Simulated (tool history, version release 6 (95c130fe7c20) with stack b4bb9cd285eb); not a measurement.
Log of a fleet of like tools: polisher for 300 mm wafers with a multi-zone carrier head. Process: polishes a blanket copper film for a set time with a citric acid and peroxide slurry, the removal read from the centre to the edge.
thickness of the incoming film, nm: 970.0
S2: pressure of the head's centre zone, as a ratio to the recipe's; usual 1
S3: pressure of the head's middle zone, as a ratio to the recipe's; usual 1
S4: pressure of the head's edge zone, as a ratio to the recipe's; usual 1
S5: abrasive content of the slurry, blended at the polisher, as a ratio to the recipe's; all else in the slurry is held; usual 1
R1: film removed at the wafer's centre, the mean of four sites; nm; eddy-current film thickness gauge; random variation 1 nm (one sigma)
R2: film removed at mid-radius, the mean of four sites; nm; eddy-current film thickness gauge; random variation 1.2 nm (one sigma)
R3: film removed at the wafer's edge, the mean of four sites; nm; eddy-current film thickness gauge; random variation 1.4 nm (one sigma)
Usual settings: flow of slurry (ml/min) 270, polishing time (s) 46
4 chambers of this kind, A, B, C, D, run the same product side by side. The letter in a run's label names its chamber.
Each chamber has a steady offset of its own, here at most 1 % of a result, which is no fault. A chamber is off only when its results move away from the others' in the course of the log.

Run 1C, day 0.392: usual settings. Result: R1 92.592 nm, R2 90.153 nm, R3 92.285 nm.
Run 2B, day 0.821: usual settings. Result: R1 92.367 nm, R2 90.991 nm, R3 91.609 nm.
Run 3A, day 1.079: usual settings. Result: R1 91.423 nm, R2 93.214 nm, R3 91.21 nm.
At day 1.375: chamber B: centre zone pressure recalibrated.
At day 1.471: chamber B: slurry nozzle cleaned.
Run 4D, day 1.488: usual settings. Result: R1 91.54 nm, R2 93.935 nm, R3 89.994 nm.
At day 1.871: chamber D: edge zone pressure recalibrated.
Run 5B, day 1.871: usual settings. Result: R1 90.074 nm, R2 93.58 nm, R3 91.28 nm.
Run 6C, day 2.204: usual settings. Result: R1 91.319 nm, R2 91.94 nm, R3 91.299 nm.
Run 7D, day 2.475: usual settings but flow of slurry (ml/min) 200, S2 1.05. Result: R1 93.225 nm, R2 89.711 nm, R3 88.316 nm.
Run 8A, day 2.967: usual settings but flow of slurry (ml/min) 200, S2 1.05. Result: R1 93.401 nm, R2 88.832 nm, R3 89.025 nm.
At day 2.971: chamber A: worn pad replaced by a new one.
Run 9B, day 3.479: usual settings but flow of slurry (ml/min) 200, S2 1.05. Result: R1 91.499 nm, R2 88.154 nm, R3 86.759 nm.
At day 3.85: chamber C: worn pad replaced by a new one.
Run 10D, day 3.967: usual settings but flow of slurry (ml/min) 200, S2 1.05. Result: R1 92.028 nm, R2 91.655 nm, R3 88.552 nm.
Run 11A, day 4.258: usual settings but S3 0.9. Result: R1 93.924 nm, R2 84.117 nm, R3 91.058 nm.
Run 12C, day 4.55: usual settings but S3 0.9. Result: R1 93.109 nm, R2 84.027 nm, R3 94.258 nm.
At day 4.633: chamber C: edge zone pressure recalibrated.
Run 13C, day 4.971: usual settings but S3 0.9. Result: R1 90.998 nm, R2 85.067 nm, R3 90.848 nm.
Run 14A, day 5.312: usual settings but S3 0.9. Result: R1 90.15 nm, R2 84.271 nm, R3 91.045 nm.
Run 15D, day 5.712: usual settings. Result: R1 92.299 nm, R2 91.193 nm, R3 89.572 nm.
Run 16B, day 6.075: usual settings. Result: R1 86.707 nm, R2 87.66 nm, R3 89.955 nm.
Run 17C, day 6.596: usual settings. Result: R1 92.314 nm, R2 90.585 nm, R3 91.853 nm.
At day 6.704: chamber D: worn pad replaced by a new one.
Run 18B, day 6.858: usual settings. Result: R1 84.603 nm, R2 87.601 nm, R3 88.705 nm.
Run 19A, day 7.317: usual settings. Result: R1 91.979 nm, R2 91.972 nm, R3 90.925 nm.
At day 7.492: chamber D: centre zone pressure recalibrated.
Run 20D, day 7.583: usual settings. Result: R1 92.979 nm, R2 93.415 nm, R3 90.712 nm.
Run 21A, day 8.062: usual settings. Result: R1 91.8 nm, R2 91.716 nm, R3 91.785 nm.
Run 22D, day 8.454: usual settings but flow of slurry (ml/min) 210. Result: R1 87.768 nm, R2 89.321 nm, R3 88.772 nm.
Run 23C, day 8.712: usual settings but flow of slurry (ml/min) 210. Result: R1 88.801 nm, R2 89.947 nm, R3 88.002 nm.
Run 24B, day 9.017: usual settings but flow of slurry (ml/min) 210. Result: R1 80.171 nm, R2 80.658 nm, R3 85.274 nm.
Run 25C, day 9.425: usual settings but flow of slurry (ml/min) 210. Result: R1 89.136 nm, R2 87.026 nm, R3 89.965 nm.
At day 9.783: chamber A: worn pad replaced by a new one.
Run 26D, day 9.825: usual settings. Result: R1 90.16 nm, R2 91.735 nm, R3 94.233 nm.
Run 27B, day 10.342: usual settings. Result: R1 82.302 nm, R2 82.601 nm, R3 81.998 nm.
At day 10.462: chamber A: centre zone pressure recalibrated.
Run 28A, day 10.792: usual settings. Result: R1 91.615 nm, R2 91.968 nm, R3 93.239 nm.

Is one chamber off against the others, does the gauge drift, or is nothing wrong? If a chamber is off, say which, and what the likeliest cause is.

Chamber B drifts away from the others.
Cause: removal rate lost through wear of the pad, % = 11.6.

Here are 4 candidates for chamber B's next run, each the usual settings with a change, their results left as question marks. Which one brings its results back in line with what the others give on the usual settings?
In line means no further than this from the other chambers' mean on the usual settings: R1 3.6 nm; R2 4.1 nm; R3 4.8 nm
Run 29B-1, day 11.175: usual settings but flow of slurry (ml/min) 275, S2 1.01, polishing time (s) 51. Result: R1 ?, R2 ?, R3 ?.
Run 29B-2, day 11.175: usual settings but flow of slurry (ml/min) 265, S2 0.99, polishing time (s) 41. Result: R1 ?, R2 ?, R3 ?.
Run 29B-3, day 11.175: usual settings but flow of slurry (ml/min) 275, S2 1.02, S4 1.01, S5 1.05, polishing time (s) 57. Result: R1 ?, R2 ?, R3 ?.
Run 29B-4, day 11.175: usual settings but flow of slurry (ml/min) 265, S2 0.98, S4 0.99, S5 0.95, polishing time (s) 37. Result: R1 ?, R2 ?, R3 ?.

The other chambers' mean on the usual settings: R1 92.038 nm; R2 92.428 nm; R3 92.107 nm
  run      R1      R2      R3
29B-1  90.737  91.441  90.678
29B-2  71.025  73.226  72.677
29B-3  103.59  103.25  102.94
29B-4  62.694  65.376  64.538
29B-1 brings the chamber back in line.
